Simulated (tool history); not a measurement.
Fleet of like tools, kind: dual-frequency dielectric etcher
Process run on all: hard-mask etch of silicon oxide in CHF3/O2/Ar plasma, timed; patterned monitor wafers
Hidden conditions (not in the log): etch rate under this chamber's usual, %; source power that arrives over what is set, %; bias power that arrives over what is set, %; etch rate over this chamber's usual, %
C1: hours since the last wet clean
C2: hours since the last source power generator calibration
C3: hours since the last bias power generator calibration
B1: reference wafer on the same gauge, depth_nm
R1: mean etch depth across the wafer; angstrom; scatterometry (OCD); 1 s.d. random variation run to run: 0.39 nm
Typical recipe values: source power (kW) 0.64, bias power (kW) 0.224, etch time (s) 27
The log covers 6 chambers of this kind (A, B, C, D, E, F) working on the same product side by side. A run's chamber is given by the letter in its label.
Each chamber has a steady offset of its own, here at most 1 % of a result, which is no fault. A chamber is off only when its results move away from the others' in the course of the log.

run 1D hour=6.7 | source_power_(kW)=0.64 bias_power_(kW)=0.224 etch_time_(s)=27 | C1=417.2 C2=2480.9 C3=247.6 | B1=55.684 | R1=589.83
run 2F hour=11.7 | source_power_(kW)=0.64 bias_power_(kW)=0.224 etch_time_(s)=27 | C1=323.6 C2=2451.1 C3=668.6 | B1=55.633 | R1=583.08
run 3E hour=15.4 | source_power_(kW)=0.64 bias_power_(kW)=0.224 etch_time_(s)=27 | C1=48.8 C2=3610.9 C3=974.8 | B1=55.542 | R1=590.39
run 4B hour=22.1 | source_power_(kW)=0.64 bias_power_(kW)=0.224 etch_time_(s)=27 | C1=84.9 C2=1728.7 C3=2665.8 | B1=55.527 | R1=583.39
run 5C hour=28.2 | source_power_(kW)=0.64 bias_power_(kW)=0.224 etch_time_(s)=27 | C1=115.8 C2=1517.8 C3=598.9 | B1=55.668 | R1=600.68
run 6A hour=33.6 | source_power_(kW)=0.64 bias_power_(kW)=0.224 etch_time_(s)=27 | C1=150.6 C2=272.6 C3=1261.7 | B1=55.669 | R1=587.72
run 7F hour=38.1 | source_power_(kW)=0.64 bias_power_(kW)=0.224 etch_time_(s)=27 | C1=350 C2=2477.5 C3=695 | B1=55.651 | R1=591.98
run 8B hour=44.9 | source_power_(kW)=0.64 bias_power_(kW)=0.224 etch_time_(s)=27 | C1=107.7 C2=1751.5 C3=2688.6 | B1=55.631 | R1=586.59
run 9D hour=50.1 | source_power_(kW)=0.64 bias_power_(kW)=0.224 etch_time_(s)=31.5 | C1=460.6 C2=2524.3 C3=291 | B1=55.527 | R1=689.61
run 10A hour=53.9 | source_power_(kW)=0.64 bias_power_(kW)=0.224 etch_time_(s)=31.5 | C1=170.9 C2=292.9 C3=1282 | B1=55.569 | R1=688.51
run 11E hour=58.7 | source_power_(kW)=0.64 bias_power_(kW)=0.224 etch_time_(s)=31.5 | C1=92.1 C2=3654.2 C3=1018.1 | B1=55.552 | R1=688.71
run 12C hour=63 | source_power_(kW)=0.64 bias_power_(kW)=0.224 etch_time_(s)=31.5 | C1=150.6 C2=1552.6 C3=633.7 | B1=55.573 | R1=703.3
run 13B hour=67.9 | source_power_(kW)=0.64 bias_power_(kW)=0.224 etch_time_(s)=31.5 | C1=130.7 C2=1774.5 C3=2711.6 | B1=55.596 | R1=684.21
-- hour=68.9 chamber F: wet clean of the chamber
run 14F hour=73 | source_power_(kW)=0.64 bias_power_(kW)=0.224 etch_time_(s)=31.5 | C1=4.2 C2=2512.4 C3=729.9 | B1=55.607 | R1=678.99
run 15D hour=78.3 | source_power_(kW)=0.64 bias_power_(kW)=0.224 etch_time_(s)=27 | C1=488.8 C2=2552.5 C3=319.2 | B1=55.571 | R1=582.24
run 16C hour=81.8 | source_power_(kW)=0.64 bias_power_(kW)=0.224 etch_time_(s)=27 | C1=169.4 C2=1571.4 C3=652.5 | B1=55.605 | R1=591.23
run 17A hour=87.6 | source_power_(kW)=0.64 bias_power_(kW)=0.224 etch_time_(s)=27 | C1=204.6 C2=326.6 C3=1315.7 | B1=55.605 | R1=588.24
run 18E hour=93.8 | source_power_(kW)=0.64 bias_power_(kW)=0.224 etch_time_(s)=27 | C1=127.2 C2=3689.3 C3=1053.2 | B1=55.563 | R1=595.38
run 19A hour=99.4 | source_power_(kW)=0.55 bias_power_(kW)=0.224 etch_time_(s)=27 | C1=216.4 C2=338.4 C3=1327.5 | B1=55.555 | R1=560.18
run 20B hour=104.9 | source_power_(kW)=0.55 bias_power_(kW)=0.224 etch_time_(s)=27 | C1=167.7 C2=1811.5 C3=2748.6 | B1=55.618 | R1=551.2
run 21F hour=109.3 | source_power_(kW)=0.55 bias_power_(kW)=0.224 etch_time_(s)=27 | C1=40.5 C2=2548.7 C3=766.2 | B1=55.627 | R1=557.11
run 22E hour=115.6 | source_power_(kW)=0.55 bias_power_(kW)=0.224 etch_time_(s)=27 | C1=149 C2=3711.1 C3=1075 | B1=55.527 | R1=560.65
run 23C hour=122.2 | source_power_(kW)=0.55 bias_power_(kW)=0.224 etch_time_(s)=27 | C1=209.8 C2=1611.8 C3=692.9 | B1=55.614 | R1=562.76
-- hour=122.9 chamber D: wet clean of the chamber
run 24D hour=128.4 | source_power_(kW)=0.55 bias_power_(kW)=0.224 etch_time_(s)=27 | C1=5.5 C2=2602.6 C3=369.3 | B1=55.559 | R1=567.43
run 25A hour=133.6 | source_power_(kW)=0.58 bias_power_(kW)=0.224 etch_time_(s)=32.5 | C1=250.6 C2=372.6 C3=1361.7 | B1=55.518 | R1=682.08
run 26E hour=136.8 | source_power_(kW)=0.58 bias_power_(kW)=0.224 etch_time_(s)=32.5 | C1=170.2 C2=3732.3 C3=1096.2 | B1=55.61 | R1=690.69
run 27F hour=142.5 | source_power_(kW)=0.58 bias_power_(kW)=0.224 etch_time_(s)=32.5 | C1=73.7 C2=2581.9 C3=799.4 | B1=55.606 | R1=685.2
run 28D hour=148.4 | source_power_(kW)=0.58 bias_power_(kW)=0.224 etch_time_(s)=32.5 | C1=25.5 C2=2622.6 C3=389.3 | B1=55.548 | R1=692.9
run 29B hour=152.9 | source_power_(kW)=0.58 bias_power_(kW)=0.224 etch_time_(s)=32.5 | C1=215.7 C2=1859.5 C3=2796.6 | B1=55.613 | R1=678.44
run 30C hour=158.3 | source_power_(kW)=0.58 bias_power_(kW)=0.224 etch_time_(s)=32.5 | C1=245.9 C2=1647.9 C3=729 | B1=55.551 | R1=688.37
run 31F hour=162.8 | source_power_(kW)=0.72 bias_power_(kW)=0.224 etch_time_(s)=34.5 | C1=94 C2=2602.2 C3=819.7 | B1=55.572 | R1=782.14
run 32D hour=166.4 | source_power_(kW)=0.72 bias_power_(kW)=0.224 etch_time_(s)=34.5 | C1=43.5 C2=2640.6 C3=407.3 | B1=55.558 | R1=791.34
run 33A hour=170.8 | source_power_(kW)=0.72 bias_power_(kW)=0.224 etch_time_(s)=34.5 | C1=287.8 C2=409.8 C3=1398.9 | B1=55.652 | R1=791.55
run 34C hour=175.8 | source_power_(kW)=0.72 bias_power_(kW)=0.224 etch_time_(s)=34.5 | C1=263.4 C2=1665.4 C3=746.5 | B1=55.56 | R1=789.9
run 35E hour=178.9 | source_power_(kW)=0.72 bias_power_(kW)=0.224 etch_time_(s)=34.5 | C1=212.3 C2=3774.4 C3=1138.3 | B1=55.631 | R1=801.12
run 36B hour=184.8 | source_power_(kW)=0.72 bias_power_(kW)=0.224 etch_time_(s)=34.5 | C1=247.6 C2=1891.4 C3=2828.5 | B1=55.544 | R1=786.16
run 37D hour=191.4 | source_power_(kW)=0.64 bias_power_(kW)=0.195 etch_time_(s)=21.5 | C1=68.5 C2=2665.6 C3=432.3 | B1=55.66 | R1=448.54
run 38B hour=194.5 | source_power_(kW)=0.64 bias_power_(kW)=0.195 etch_time_(s)=21.5 | C1=257.3 C2=1901.1 C3=2838.2 | B1=55.513 | R1=447.93
run 39F hour=197.8 | source_power_(kW)=0.64 bias_power_(kW)=0.195 etch_time_(s)=21.5 | C1=129 C2=2637.2 C3=854.7 | B1=55.619 | R1=441.47
run 40E hour=204.6 | source_power_(kW)=0.64 bias_power_(kW)=0.195 etch_time_(s)=21.5 | C1=238 C2=3800.1 C3=1164 | B1=55.622 | R1=454.38
run 41A hour=211.1 | source_power_(kW)=0.64 bias_power_(kW)=0.195 etch_time_(s)=21.5 | C1=328.1 C2=450.1 C3=1439.2 | B1=55.543 | R1=448.67
run 42C hour=215.9 | source_power_(kW)=0.64 bias_power_(kW)=0.195 etch_time_(s)=21.5 | C1=303.5 C2=1705.5 C3=786.6 | B1=55.617 | R1=454.43
run 43F hour=220.4 | source_power_(kW)=0.64 bias_power_(kW)=0.224 etch_time_(s)=27 | C1=151.6 C2=2659.8 C3=877.3 | B1=55.57 | R1=580.42
run 44E hour=225.7 | source_power_(kW)=0.64 bias_power_(kW)=0.224 etch_time_(s)=27 | C1=259.1 C2=3821.2 C3=1185.1 | B1=55.62 | R1=592.56

Is one chamber out of step, is the gauge drifting, or do the chambers differ by no more than their own small offsets? For an off chamber, give its letter and the likeliest cause.

No chamber is off and the gauge is stable; the differences are just each chamber's small, constant offset.
